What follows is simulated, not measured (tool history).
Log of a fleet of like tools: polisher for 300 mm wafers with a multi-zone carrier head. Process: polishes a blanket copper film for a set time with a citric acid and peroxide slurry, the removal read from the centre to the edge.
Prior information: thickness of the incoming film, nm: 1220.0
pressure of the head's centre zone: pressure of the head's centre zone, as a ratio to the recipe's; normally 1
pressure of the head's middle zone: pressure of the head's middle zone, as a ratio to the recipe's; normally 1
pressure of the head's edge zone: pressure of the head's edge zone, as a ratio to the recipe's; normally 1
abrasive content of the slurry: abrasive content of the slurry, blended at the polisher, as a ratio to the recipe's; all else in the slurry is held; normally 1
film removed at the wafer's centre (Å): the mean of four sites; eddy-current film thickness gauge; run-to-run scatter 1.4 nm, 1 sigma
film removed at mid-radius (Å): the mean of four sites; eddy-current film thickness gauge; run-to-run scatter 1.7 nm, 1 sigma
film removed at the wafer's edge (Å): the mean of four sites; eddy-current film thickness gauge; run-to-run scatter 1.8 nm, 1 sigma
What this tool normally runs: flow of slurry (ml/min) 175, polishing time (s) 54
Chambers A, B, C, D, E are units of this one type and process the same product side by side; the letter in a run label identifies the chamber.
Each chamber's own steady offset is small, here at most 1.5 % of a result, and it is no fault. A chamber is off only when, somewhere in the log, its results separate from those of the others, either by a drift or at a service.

run	hour	flow of slurry (ml/min)	pressure of the head's centre zone	pressure of the head's middle zone	pressure of the head's edge zone	abrasive content of the slurry	polishing time (s)	film removed at the wafer's centre (Å)	film removed at mid-radius (Å)	film removed at the wafer's edge (Å)
1E	10.8	175	1	1	1	1	54	1244.1	1216.8	1226
2B	16.9	175	1	1	1	1	54	1222	1196	1217
# hour 22.3: chamber A: worn pad replaced by a new one
3A	22.4	175	1	1	1	1	54	1223.6	1186.4	1240
4D	33.5	175	1	1	1	1	54	1240.7	1194.7	1205.1
5C	39.5	175	1	1	1	1	54	1225.5	1188.4	1218.8
# hour 40.4: chamber D: edge zone pressure recalibrated
# hour 41.9: chamber C: slurry nozzle cleaned
# hour 45.4: chamber B: worn pad replaced by a new one
# hour 46.6: chamber E: worn pad replaced by a new one
# hour 49.4: chamber D: worn pad replaced by a new one
6A	49.4	175	1	1	1	1	54	1212	1225.5	1253.2
7E	58	175	1	1	1	1	54	1232.2	1208.1	1202.7
# hour 67.9: chamber C: worn pad replaced by a new one
8D	69.2	175	1	1	1	1	54	1221.5	1210.5	1187.9
9C	74.6	175	1	1	1	1	54	1186.3	1247.8	1246.6
10B	85	175	1	1	1	1	54	1235.2	1190.5	1222.7
11E	91.3	175	1	1	1	1	54	1227.1	1220.3	1236.9
12A	101.6	175	1	1	1	1	54	1223.2	1226.9	1274.5
13B	110.2	125	1	1	1	0.85	54	1086.2	1079.8	1120.2
# hour 113.6: chamber B: worn pad replaced by a new one
# hour 115.4: chamber B: edge zone pressure recalibrated
# hour 120.6: chamber E: worn pad replaced by a new one
14D	120.6	125	1	1	1	0.85	54	1072.8	1095.9	1118.8
15C	132	125	1	1	1	0.85	54	1083.6	1096.4	1153.8
# hour 133.8: chamber C: edge zone pressure recalibrated
# hour 142.7: chamber A: worn pad replaced by a new one
16E	143	125	1	1	1	0.85	54	1080.5	1084.6	1116
17A	153.3	125	1	1	1	0.85	54	1108.6	1092.1	1146.4
# hour 156.8: chamber A: centre zone pressure recalibrated
18C	159.6	175	1	1	1	1	54	1239.9	1218.5	1197.7
19D	167.7	175	1	1	1	1	54	1148.2	1208.3	1193
# hour 170.2: chamber C: worn pad replaced by a new one
# hour 174.1: chamber B: worn pad replaced by a new one
# hour 177.1: chamber D: worn pad replaced by a new one
20B	177.4	175	1	1	1	1	54	1205.8	1228.8	1217
21C	182.9	175	1	1	1	1	54	1218.4	1225.5	1221.6
# hour 183.9: chamber E: worn pad replaced by a new one
22E	188.9	175	1	0.92	1	1	54	1224.7	1120.7	1211.6
23B	199.5	175	1	0.92	1	1	54	1247.4	1096.9	1198
24D	206.5	175	1	0.92	1	1	54	1109.9	1111.1	1239.2
25A	217.4	175	1	0.92	1	1	54	1223.5	1088.6	1241.2
26E	225.3	175	1	0.92	1	1	54	1232.4	1136.8	1227.2
27B	234	175	1	1	1	1	54	1246.4	1183	1215.2
28C	240.1	175	1	1	1	1	54	1219.2	1201.2	1244.3
29D	245.2	175	1	1	1	1	54	1080.3	1224.4	1202
30A	256.4	175	1	1	1	1	54	1220.7	1191.7	1208.9
# hour 259.7: chamber A: worn pad replaced by a new one
31C	261.6	175	1	1	1	1	54	1225.4	1188.3	1241.2
32A	267.6	175	1	1	1	1	54	1243.2	1200.7	1230.7
33D	273.3	175	1	1	1	1	54	1079.2	1208.6	1212.1

Has any chamber moved away from the others, gradually or after a service, or does the common gauge drift, or do the chambers differ only by their own small steady offsets? State the chamber and the most likely cause if one applies.

Chamber D drifts away from the others.
What lies behind it: centre zone's pressure below its setpoint, % = 11.3.

Here are 4 candidates for chamber D's next run, each the usual settings with a change, their results left as question marks. Which one brings its results back in line with what the others give on the usual settings?
In line here means within this much of the mean the other chambers give on the usual settings: film removed at the wafer's centre (Å) 50; film removed at mid-radius (Å) 60; film removed at the wafer's edge (Å) 62
34D-1	281.6	180	1.1	0.97	0.97	1	55	?	?	?
34D-2	281.6	170	0.9	1.03	1.03	1	53	?	?	?
34D-3	281.6	175	1.04	0.99	0.99	1	54	?	?	?
34D-4	281.6	175	0.96	1.01	1.01	1	54	?	?	?

The other chambers' mean on the usual settings: film removed at the wafer's centre (Å) 1221.9; film removed at mid-radius (Å) 1210.1; film removed at the wafer's edge (Å) 1225.9
run	film removed at the wafer's centre (Å)	film removed at mid-radius (Å)	film removed at the wafer's edge (Å)
34D-1	1201	1197.3	1206.3
34D-2	919.95	1209.8	1190
34D-3	1104	1192.9	1192.5
34D-4	1011.6	1215.8	1204.6
With 34D-1, the chamber falls back in line with the rest.

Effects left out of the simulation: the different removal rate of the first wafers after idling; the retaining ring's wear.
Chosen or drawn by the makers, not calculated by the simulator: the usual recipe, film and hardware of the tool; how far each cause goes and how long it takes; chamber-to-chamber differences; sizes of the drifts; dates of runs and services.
